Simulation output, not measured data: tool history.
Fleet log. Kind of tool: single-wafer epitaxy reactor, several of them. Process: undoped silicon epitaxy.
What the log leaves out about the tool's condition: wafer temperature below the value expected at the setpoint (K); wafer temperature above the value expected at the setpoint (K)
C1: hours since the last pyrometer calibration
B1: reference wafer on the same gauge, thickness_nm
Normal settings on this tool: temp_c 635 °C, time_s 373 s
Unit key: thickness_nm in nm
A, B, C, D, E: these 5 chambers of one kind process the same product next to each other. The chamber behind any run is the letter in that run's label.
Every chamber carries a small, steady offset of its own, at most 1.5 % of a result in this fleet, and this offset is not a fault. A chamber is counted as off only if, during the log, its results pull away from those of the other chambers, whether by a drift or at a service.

{"run": "1B", "day": 0.471, "temp_c": 635, "time_s": 373, "C1": 1756.4, "B1": 49.603, "thickness_nm": 44.841}
{"run": "2C", "day": 0.896, "temp_c": 635, "time_s": 373, "C1": 2098.7, "B1": 49.544, "thickness_nm": 45.128}
{"run": "3D", "day": 1.225, "temp_c": 635, "time_s": 373, "C1": 1267.8, "B1": 49.597, "thickness_nm": 45.201}
{"run": "4A", "day": 1.712, "temp_c": 635, "time_s": 373, "C1": 699.6, "B1": 49.591, "thickness_nm": 45.018}
{"run": "5E", "day": 2.021, "temp_c": 635, "time_s": 373, "C1": 1404.8, "B1": 49.613, "thickness_nm": 45.273}
{"run": "6B", "day": 2.346, "temp_c": 635, "time_s": 373, "C1": 1801.4, "B1": 49.566, "thickness_nm": 45.019}
{"run": "7E", "day": 2.625, "temp_c": 635, "time_s": 373, "C1": 1419.3, "B1": 49.625, "thickness_nm": 45.595}
{"run": "8D", "day": 2.988, "temp_c": 635, "time_s": 373, "C1": 1310.1, "B1": 49.567, "thickness_nm": 45.218}
{"run": "9A", "day": 3.517, "temp_c": 635, "time_s": 373, "C1": 742.9, "B1": 49.602, "thickness_nm": 44.926}
{"run": "10C", "day": 3.867, "temp_c": 635, "time_s": 373, "C1": 2170.0, "B1": 49.593, "thickness_nm": 45.174}
{"day": 4.333, "done": "chamber C: pyrometer calibrated"}
{"run": "11D", "day": 4.35, "temp_c": 649, "time_s": 373, "C1": 1342.8, "B1": 49.635, "thickness_nm": 61.482}
{"run": "12B", "day": 4.875, "temp_c": 649, "time_s": 373, "C1": 1862.1, "B1": 49.574, "thickness_nm": 61.448}
{"run": "13C", "day": 5.196, "temp_c": 649, "time_s": 373, "C1": 20.8, "B1": 49.576, "thickness_nm": 62.16}
{"run": "14A", "day": 5.617, "temp_c": 649, "time_s": 373, "C1": 793.3, "B1": 49.591, "thickness_nm": 60.892}
{"run": "15E", "day": 6.0, "temp_c": 649, "time_s": 373, "C1": 1500.3, "B1": 49.608, "thickness_nm": 62.082}
{"run": "16D", "day": 6.492, "temp_c": 635, "time_s": 373, "C1": 1394.2, "B1": 49.617, "thickness_nm": 45.108}
{"run": "17E", "day": 6.9, "temp_c": 635, "time_s": 373, "C1": 1521.9, "B1": 49.596, "thickness_nm": 45.415}
{"run": "18C", "day": 7.192, "temp_c": 635, "time_s": 373, "C1": 68.7, "B1": 49.605, "thickness_nm": 45.12}
{"run": "19A", "day": 7.508, "temp_c": 635, "time_s": 373, "C1": 838.7, "B1": 49.583, "thickness_nm": 44.25}
{"run": "20B", "day": 7.9, "temp_c": 635, "time_s": 373, "C1": 1934.7, "B1": 49.642, "thickness_nm": 45.307}
{"run": "21A", "day": 8.404, "temp_c": 635, "time_s": 373, "C1": 860.2, "B1": 49.586, "thickness_nm": 44.375}
{"run": "22B", "day": 8.938, "temp_c": 635, "time_s": 373, "C1": 1959.6, "B1": 49.586, "thickness_nm": 45.039}
{"run": "23E", "day": 9.471, "temp_c": 635, "time_s": 373, "C1": 1583.6, "B1": 49.622, "thickness_nm": 45.368}
{"run": "24C", "day": 9.892, "temp_c": 635, "time_s": 373, "C1": 133.5, "B1": 49.59, "thickness_nm": 45.237}
{"day": 10.396, "done": "chamber B: pyrometer calibrated"}
{"run": "25D", "day": 10.412, "temp_c": 635, "time_s": 373, "C1": 1488.3, "B1": 49.583, "thickness_nm": 45.198}
{"run": "26D", "day": 10.942, "temp_c": 635, "time_s": 373, "C1": 1501.0, "B1": 49.614, "thickness_nm": 45.023}
{"run": "27C", "day": 11.283, "temp_c": 635, "time_s": 328, "C1": 166.9, "B1": 49.595, "thickness_nm": 39.989}
{"run": "28B", "day": 11.775, "temp_c": 635, "time_s": 328, "C1": 33.2, "B1": 49.573, "thickness_nm": 39.559}
{"run": "29A", "day": 12.158, "temp_c": 635, "time_s": 328, "C1": 950.3, "B1": 49.568, "thickness_nm": 38.808}
{"run": "30E", "day": 12.638, "temp_c": 635, "time_s": 328, "C1": 1659.6, "B1": 49.561, "thickness_nm": 40.076}
{"run": "31C", "day": 13.117, "temp_c": 635, "time_s": 328, "C1": 210.9, "B1": 49.574, "thickness_nm": 39.518}
{"run": "32D", "day": 13.462, "temp_c": 635, "time_s": 373, "C1": 1561.5, "B1": 49.619, "thickness_nm": 45.037}
{"run": "33E", "day": 13.862, "temp_c": 635, "time_s": 373, "C1": 1689.0, "B1": 49.613, "thickness_nm": 45.252}
{"run": "34B", "day": 14.138, "temp_c": 635, "time_s": 373, "C1": 89.9, "B1": 49.623, "thickness_nm": 44.848}
{"run": "35A", "day": 14.608, "temp_c": 622, "time_s": 309, "C1": 1009.1, "B1": 49.552, "thickness_nm": 27.007}
{"run": "36C", "day": 15.033, "temp_c": 622, "time_s": 309, "C1": 256.9, "B1": 49.582, "thickness_nm": 27.533}
{"run": "37E", "day": 15.362, "temp_c": 622, "time_s": 309, "C1": 1725.0, "B1": 49.587, "thickness_nm": 28.093}

Has any chamber moved away from the others, gradually or after a service, or does the common gauge drift, or do the chambers differ only by their own small steady offsets? State the chamber and the most likely cause if one applies.

It is chamber A that slowly wanders off from its peers.
Most likely cause: wafer temperature below the value expected at the setpoint (K) = 1.26.

Here are 4 candidates for chamber A's next run, each the usual settings with a change, their results left as question marks. Which one brings its results back in line with what the others give on the usual settings?
In-line tolerance around the mean of the other chambers on the usual settings: thickness_nm 0.510 nm
{"run": "38A-1", "day": 15.775, "temp_c": 635, "time_s": 378, "thickness_nm": "?"}
{"run": "38A-2", "day": 15.775, "temp_c": 636, "time_s": 376, "thickness_nm": "?"}
{"run": "38A-3", "day": 15.775, "temp_c": 634, "time_s": 370, "thickness_nm": "?"}
{"run": "38A-4", "day": 15.775, "temp_c": 635, "time_s": 368, "thickness_nm": "?"}

What the other chambers average on the usual settings: thickness_nm 45.131 nm
run=38A-1 thickness_nm=44.250
run=38A-2 thickness_nm=45.008
run=38A-3 thickness_nm=42.358
run=38A-4 thickness_nm=43.080
With 38A-2, the chamber falls back in line with the rest.
